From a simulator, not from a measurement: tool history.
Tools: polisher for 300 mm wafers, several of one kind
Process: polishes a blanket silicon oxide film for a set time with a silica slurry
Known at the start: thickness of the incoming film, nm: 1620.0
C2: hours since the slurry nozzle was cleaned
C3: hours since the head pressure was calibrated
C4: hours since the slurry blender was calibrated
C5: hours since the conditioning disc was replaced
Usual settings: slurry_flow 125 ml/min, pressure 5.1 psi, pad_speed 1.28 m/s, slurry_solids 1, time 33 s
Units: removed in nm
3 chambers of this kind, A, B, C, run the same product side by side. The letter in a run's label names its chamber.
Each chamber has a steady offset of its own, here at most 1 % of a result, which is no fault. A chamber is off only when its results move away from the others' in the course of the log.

At day 0.029: chamber C: slurry blender recalibrated.
Run 1B, day 0.262: usual settings; wafers polished on this pad 202; C2 270.3; C3 116.3; C4 71.7; C5 390.4. Result: removed 143.03 nm.
At day 0.4: chamber B: conditioning disc replaced and pad reconditioned.
Run 2C, day 0.525: usual settings; wafers polished on this pad 812; C2 547.9; C3 158.7; C4 12; C5 145.4. Result: removed 139.16 nm.
Run 3A, day 0.829: usual settings; wafers polished on this pad 217; C2 37.4; C3 651.8; C4 124.4; C5 42.8. Result: removed 143.4 nm.
Run 4C, day 1.162: usual settings; wafers polished on this pad 926; C2 563.2; C3 174; C4 27.3; C5 160.7. Result: removed 140.7 nm.
Run 5B, day 1.508: usual settings; wafers polished on this pad 424; C2 300.2; C3 146.2; C4 101.6; C5 26.7. Result: removed 142.4 nm.
Run 6A, day 1.775: usual settings; wafers polished on this pad 386; C2 60.1; C3 674.5; C4 147.1; C5 65.5. Result: removed 141.49 nm.
Run 7C, day 2.138: usual settings; wafers polished on this pad 1099; C2 586.6; C3 197.4; C4 50.7; C5 184.1. Result: removed 140.82 nm.
At day 2.354: chamber A: worn pad replaced by a new one.
Run 8B, day 2.438: usual settings; wafers polished on this pad 590; C2 322.5; C3 168.5; C4 123.9; C5 49. Result: removed 144.68 nm.
Run 9A, day 2.704: usual settings; wafers polished on this pad 63; C2 82.4; C3 696.8; C4 169.4; C5 87.8. Result: removed 140.1 nm.
At day 2.817: chamber C: worn pad replaced by a new one.
Run 10A, day 2.996: usual settings; wafers polished on this pad 114; C2 89.4; C3 703.8; C4 176.4; C5 94.8. Result: removed 139.61 nm.
Run 11B, day 3.238: usual settings; wafers polished on this pad 732; C2 341.7; C3 187.7; C4 143.1; C5 68.2. Result: removed 145 nm.
Run 12C, day 3.508: usual settings; wafers polished on this pad 123; C2 619.5; C3 230.3; C4 83.6; C5 217. Result: removed 140.95 nm.
Run 13A, day 3.708: usual settings; wafers polished on this pad 241; C2 106.5; C3 720.9; C4 193.5; C5 111.9. Result: removed 139.49 nm.
At day 3.921: chamber B: slurry blender recalibrated.
Run 14B, day 3.925: usual settings but slurry_flow 95 ml/min; wafers polished on this pad 855; C2 358.2; C3 204.2; C4 0.1; C5 84.7. Result: removed 133.72 nm.
Run 15C, day 4.108: usual settings but slurry_flow 95 ml/min; wafers polished on this pad 230; C2 633.9; C3 244.7; C4 98; C5 231.4. Result: removed 133.37 nm.
Run 16C, day 4.462: usual settings but slurry_flow 95 ml/min; wafers polished on this pad 294; C2 642.4; C3 253.2; C4 106.5; C5 239.9. Result: removed 132.41 nm.
Run 17B, day 4.7: usual settings; wafers polished on this pad 993; C2 376.8; C3 222.8; C4 18.7; C5 103.3. Result: removed 143.77 nm.
Run 18A, day 4.867: usual settings; wafers polished on this pad 448; C2 134.3; C3 748.7; C4 221.3; C5 139.7. Result: removed 136.88 nm.
At day 5.058: chamber A: worn pad replaced by a new one.
Run 19A, day 5.246: usual settings; wafers polished on this pad 33; C2 143.4; C3 757.8; C4 230.4; C5 148.8. Result: removed 136.06 nm.
At day 5.45: chamber B: worn pad replaced by a new one.
Run 20B, day 5.462: usual settings; wafers polished on this pad 2; C2 395.1; C3 241.1; C4 37; C5 121.6. Result: removed 145.64 nm.
Run 21C, day 5.712: usual settings; wafers polished on this pad 516; C2 672.4; C3 283.2; C4 136.5; C5 269.9. Result: removed 142.3 nm.
Run 22C, day 5.942: usual settings but slurry_flow 80 ml/min, slurry_solids 0.85; wafers polished on this pad 557; C2 677.9; C3 288.7; C4 142; C5 275.4. Result: removed 117.91 nm.
At day 6.058: chamber B: slurry nozzle cleaned.
Run 23B, day 6.254: usual settings but slurry_flow 80 ml/min, slurry_solids 0.85; wafers polished on this pad 143; C2 4.7; C3 260.1; C4 56; C5 140.6. Result: removed 118.46 nm.
Run 24A, day 6.475: usual settings but slurry_flow 80 ml/min, slurry_solids 0.85; wafers polished on this pad 252; C2 172.9; C3 787.3; C4 259.9; C5 178.3. Result: removed 112.55 nm.
Run 25C, day 6.738: usual settings; wafers polished on this pad 699; C2 697; C3 307.8; C4 161.1; C5 294.5. Result: removed 141.11 nm.
At day 7.012: chamber C: conditioning disc replaced and pad reconditioned.
At day 7.017: chamber A: conditioning disc replaced and pad reconditioned.
Run 26B, day 7.067: usual settings but pad_speed 1 m/s; wafers polished on this pad 288; C2 24.2; C3 279.6; C4 75.5; C5 160.1. Result: removed 118.64 nm.
Run 27A, day 7.338: usual settings but pad_speed 1 m/s; wafers polished on this pad 406; C2 193.6; C3 808; C4 280.6; C5 7.8. Result: removed 111.5 nm.
At day 7.583: chamber C: slurry blender recalibrated.
Run 28C, day 7.708: usual settings but pad_speed 1 m/s; wafers polished on this pad 872; C2 720.3; C3 331.1; C4 3; C5 16.7. Result: removed 117.15 nm.

What goes on in this fleet: one chamber off, a drifting gauge, or nothing beyond the chambers' own small offsets? Name the chamber and the cause, if any.

Chamber A drifts away from the others.
Cause: abrasive missing from the slurry, % = 11.9.
The log may not tell that from: slurry flow missing at the pad, %; head's pressure below its setpoint, %.

Here are 4 candidates for chamber A's next run, each the usual settings with a change, their results left as question marks. Which one brings its results back in line with what the others give on the usual settings?
In line means no further than this from the other chambers' mean on the usual settings: removed 3.5 nm
Run 29A-1, day 7.979: usual settings but pressure 5.4 psi. Result: removed ?.
Run 29A-2, day 7.979: usual settings but slurry_flow 135 ml/min. Result: removed ?.
Run 29A-3, day 7.979: usual settings but pressure 5 psi, pad_speed 1.26 m/s, time 32 s. Result: removed ?.
Run 29A-4, day 7.979: usual settings but slurry_solids 0.95. Result: removed ?.

The other chambers' mean on the usual settings: removed 142.75 nm
  run  removed
29A-1   141.39
29A-2   135.68
29A-3    125.5
29A-4   130.31
29A-1 brings the chamber back in line.

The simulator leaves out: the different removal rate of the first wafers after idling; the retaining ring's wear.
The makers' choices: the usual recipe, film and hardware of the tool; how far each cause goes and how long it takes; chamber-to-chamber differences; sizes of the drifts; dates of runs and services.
